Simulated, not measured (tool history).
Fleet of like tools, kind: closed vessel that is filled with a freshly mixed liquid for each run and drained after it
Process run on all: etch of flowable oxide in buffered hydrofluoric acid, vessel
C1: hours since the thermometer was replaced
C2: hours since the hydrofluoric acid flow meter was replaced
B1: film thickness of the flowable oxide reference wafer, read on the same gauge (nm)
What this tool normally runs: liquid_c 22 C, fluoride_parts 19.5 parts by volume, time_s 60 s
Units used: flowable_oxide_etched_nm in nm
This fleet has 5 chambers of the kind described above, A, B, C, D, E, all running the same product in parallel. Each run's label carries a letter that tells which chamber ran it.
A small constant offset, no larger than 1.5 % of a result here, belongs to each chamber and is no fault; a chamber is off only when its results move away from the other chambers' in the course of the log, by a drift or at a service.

{"run": "1E", "day": 0.317, "liquid_c": 22, "fluoride_parts": 19.5, "time_s": 60, "C1": 538.8, "C2": 1047.2, "B1": 100.01, "flowable_oxide_etched_nm": 77.2}
{"run": "2A", "day": 0.617, "liquid_c": 22, "fluoride_parts": 19.5, "time_s": 60, "C1": 1054.4, "C2": 1320.7, "B1": 100.01, "flowable_oxide_etched_nm": 76.974}
{"run": "3C", "day": 0.8, "liquid_c": 22, "fluoride_parts": 19.5, "time_s": 60, "C1": 807.7, "C2": 274.6, "B1": 100.04, "flowable_oxide_etched_nm": 76.806}
{"run": "4B", "day": 1.004, "liquid_c": 22, "fluoride_parts": 19.5, "time_s": 60, "C1": 1287.3, "C2": 65.1, "B1": 99.993, "flowable_oxide_etched_nm": 76.917}
{"run": "5D", "day": 1.271, "liquid_c": 22, "fluoride_parts": 19.5, "time_s": 60, "C1": 163.5, "C2": 2075, "B1": 100.02, "flowable_oxide_etched_nm": 75.775}
{"run": "6B", "day": 1.575, "liquid_c": 22, "fluoride_parts": 19.5, "time_s": 60, "C1": 1301, "C2": 78.8, "B1": 100, "flowable_oxide_etched_nm": 77.505}
{"run": "7E", "day": 1.842, "liquid_c": 22, "fluoride_parts": 19.5, "time_s": 60, "C1": 575.4, "C2": 1083.8, "B1": 99.965, "flowable_oxide_etched_nm": 78.588}
{"run": "8A", "day": 2.012, "liquid_c": 22, "fluoride_parts": 19.5, "time_s": 60, "C1": 1087.9, "C2": 1354.2, "B1": 100.03, "flowable_oxide_etched_nm": 77.25}
{"run": "9C", "day": 2.333, "liquid_c": 22, "fluoride_parts": 19.5, "time_s": 60, "C1": 844.5, "C2": 311.4, "B1": 99.981, "flowable_oxide_etched_nm": 76.965}
{"run": "10D", "day": 2.588, "liquid_c": 22, "fluoride_parts": 19.5, "time_s": 60, "C1": 195.1, "C2": 2106.6, "B1": 100.01, "flowable_oxide_etched_nm": 75.084}
{"run": "11B", "day": 2.8, "liquid_c": 22, "fluoride_parts": 19.5, "time_s": 60, "C1": 1330.4, "C2": 108.2, "B1": 100.02, "flowable_oxide_etched_nm": 77.837}
{"run": "12C", "day": 2.958, "liquid_c": 22, "fluoride_parts": 19.5, "time_s": 45, "C1": 859.5, "C2": 326.4, "B1": 99.963, "flowable_oxide_etched_nm": 59.126}
{"run": "13E", "day": 3.204, "liquid_c": 22, "fluoride_parts": 19.5, "time_s": 45, "C1": 608.1, "C2": 1116.5, "B1": 99.979, "flowable_oxide_etched_nm": 58.046}
{"run": "14D", "day": 3.525, "liquid_c": 22, "fluoride_parts": 19.5, "time_s": 45, "C1": 217.6, "C2": 2129.1, "B1": 100, "flowable_oxide_etched_nm": 56.842}
{"run": "15A", "day": 3.733, "liquid_c": 22, "fluoride_parts": 19.5, "time_s": 45, "C1": 1129.2, "C2": 1395.5, "B1": 99.998, "flowable_oxide_etched_nm": 57.24}
{"run": "16B", "day": 3.896, "liquid_c": 22, "fluoride_parts": 19.5, "time_s": 45, "C1": 1356.7, "C2": 134.5, "B1": 100.01, "flowable_oxide_etched_nm": 57.682}
{"run": "17A", "day": 4.162, "liquid_c": 22, "fluoride_parts": 19.5, "time_s": 60, "C1": 1139.5, "C2": 1405.8, "B1": 99.991, "flowable_oxide_etched_nm": 77.46}
{"run": "18C", "day": 4.4, "liquid_c": 19, "fluoride_parts": 23.5, "time_s": 60, "C1": 894.1, "C2": 361, "B1": 99.997, "flowable_oxide_etched_nm": 60.426}
{"run": "19D", "day": 4.567, "liquid_c": 19, "fluoride_parts": 23.5, "time_s": 60, "C1": 242.6, "C2": 2154.1, "B1": 99.999, "flowable_oxide_etched_nm": 55.416}
{"run": "20E", "day": 4.846, "liquid_c": 19, "fluoride_parts": 23.5, "time_s": 60, "C1": 647.5, "C2": 1155.9, "B1": 99.985, "flowable_oxide_etched_nm": 57.151}
{"run": "21C", "day": 5.142, "liquid_c": 19, "fluoride_parts": 23.5, "time_s": 60, "C1": 911.9, "C2": 378.8, "B1": 100.02, "flowable_oxide_etched_nm": 61.326}
{"run": "22A", "day": 5.283, "liquid_c": 19, "fluoride_parts": 23.5, "time_s": 60, "C1": 1166.4, "C2": 1432.7, "B1": 99.988, "flowable_oxide_etched_nm": 56.933}
{"run": "23B", "day": 5.5, "liquid_c": 22, "fluoride_parts": 19.5, "time_s": 60, "C1": 1395.2, "C2": 173, "B1": 100.01, "flowable_oxide_etched_nm": 76.132}
{"run": "24E", "day": 5.775, "liquid_c": 22, "fluoride_parts": 19.5, "time_s": 60, "C1": 669.8, "C2": 1178.2, "B1": 99.985, "flowable_oxide_etched_nm": 78.024}
{"run": "25D", "day": 5.933, "liquid_c": 22, "fluoride_parts": 19.5, "time_s": 60, "C1": 275.4, "C2": 2186.9, "B1": 100.03, "flowable_oxide_etched_nm": 75.64}
{"run": "26D", "day": 6.25, "liquid_c": 22, "fluoride_parts": 19.5, "time_s": 60, "C1": 283, "C2": 2194.5, "B1": 100.03, "flowable_oxide_etched_nm": 75.297}
{"run": "27A", "day": 6.492, "liquid_c": 22, "fluoride_parts": 19.5, "time_s": 60, "C1": 1195.4, "C2": 1461.7, "B1": 100.03, "flowable_oxide_etched_nm": 77.032}
{"run": "28C", "day": 6.8, "liquid_c": 22, "fluoride_parts": 19.5, "time_s": 60, "C1": 951.7, "C2": 418.6, "B1": 100.02, "flowable_oxide_etched_nm": 83.78}
{"run": "29E", "day": 7.121, "liquid_c": 22, "fluoride_parts": 19.5, "time_s": 60, "C1": 702.1, "C2": 1210.5, "B1": 100.02, "flowable_oxide_etched_nm": 78.037}
{"run": "30B", "day": 7.304, "liquid_c": 22, "fluoride_parts": 19.5, "time_s": 60, "C1": 1438.5, "C2": 216.3, "B1": 100, "flowable_oxide_etched_nm": 77.545}
{"run": "31E", "day": 7.579, "liquid_c": 22, "fluoride_parts": 19.5, "time_s": 60, "C1": 713.1, "C2": 1221.5, "B1": 100.02, "flowable_oxide_etched_nm": 78.395}

Does one chamber stand apart from the rest, does the shared gauge drift, or is all well apart from small per-chamber offsets? Give the chamber and the most likely cause, where there is one.

Chamber C drifts away from the others.
What lies behind it: liquid hotter than its thermometer reads (K) = 2.08.
The log may not separate it from: hydrofluoric acid flow above the setpoint (%).

Here are 4 candidates for chamber C's next run, each the usual settings with a change, their results left as question marks. Which one brings its results back in line with what the others give on the usual settings?
In-line tolerance around the mean of the other chambers on the usual settings: flowable_oxide_etched_nm 2.6 nm
{"run": "32C-1", "day": 7.808, "liquid_c": 22, "fluoride_parts": 20, "time_s": 55, "flowable_oxide_etched_nm": "?"}
{"run": "32C-2", "day": 7.808, "liquid_c": 22, "fluoride_parts": 17.5, "time_s": 60, "flowable_oxide_etched_nm": "?"}
{"run": "32C-3", "day": 7.808, "liquid_c": 22, "fluoride_parts": 18.5, "time_s": 60, "flowable_oxide_etched_nm": "?"}
{"run": "32C-4", "day": 7.808, "liquid_c": 21, "fluoride_parts": 19.5, "time_s": 60, "flowable_oxide_etched_nm": "?"}

Other chambers, usual settings, mean: flowable_oxide_etched_nm 76.794 nm
run=32C-1 flowable_oxide_etched_nm=77.565
run=32C-2 flowable_oxide_etched_nm=96.278
run=32C-3 flowable_oxide_etched_nm=91.228
run=32C-4 flowable_oxide_etched_nm=82.004
32C-1 brings the chamber back in line.

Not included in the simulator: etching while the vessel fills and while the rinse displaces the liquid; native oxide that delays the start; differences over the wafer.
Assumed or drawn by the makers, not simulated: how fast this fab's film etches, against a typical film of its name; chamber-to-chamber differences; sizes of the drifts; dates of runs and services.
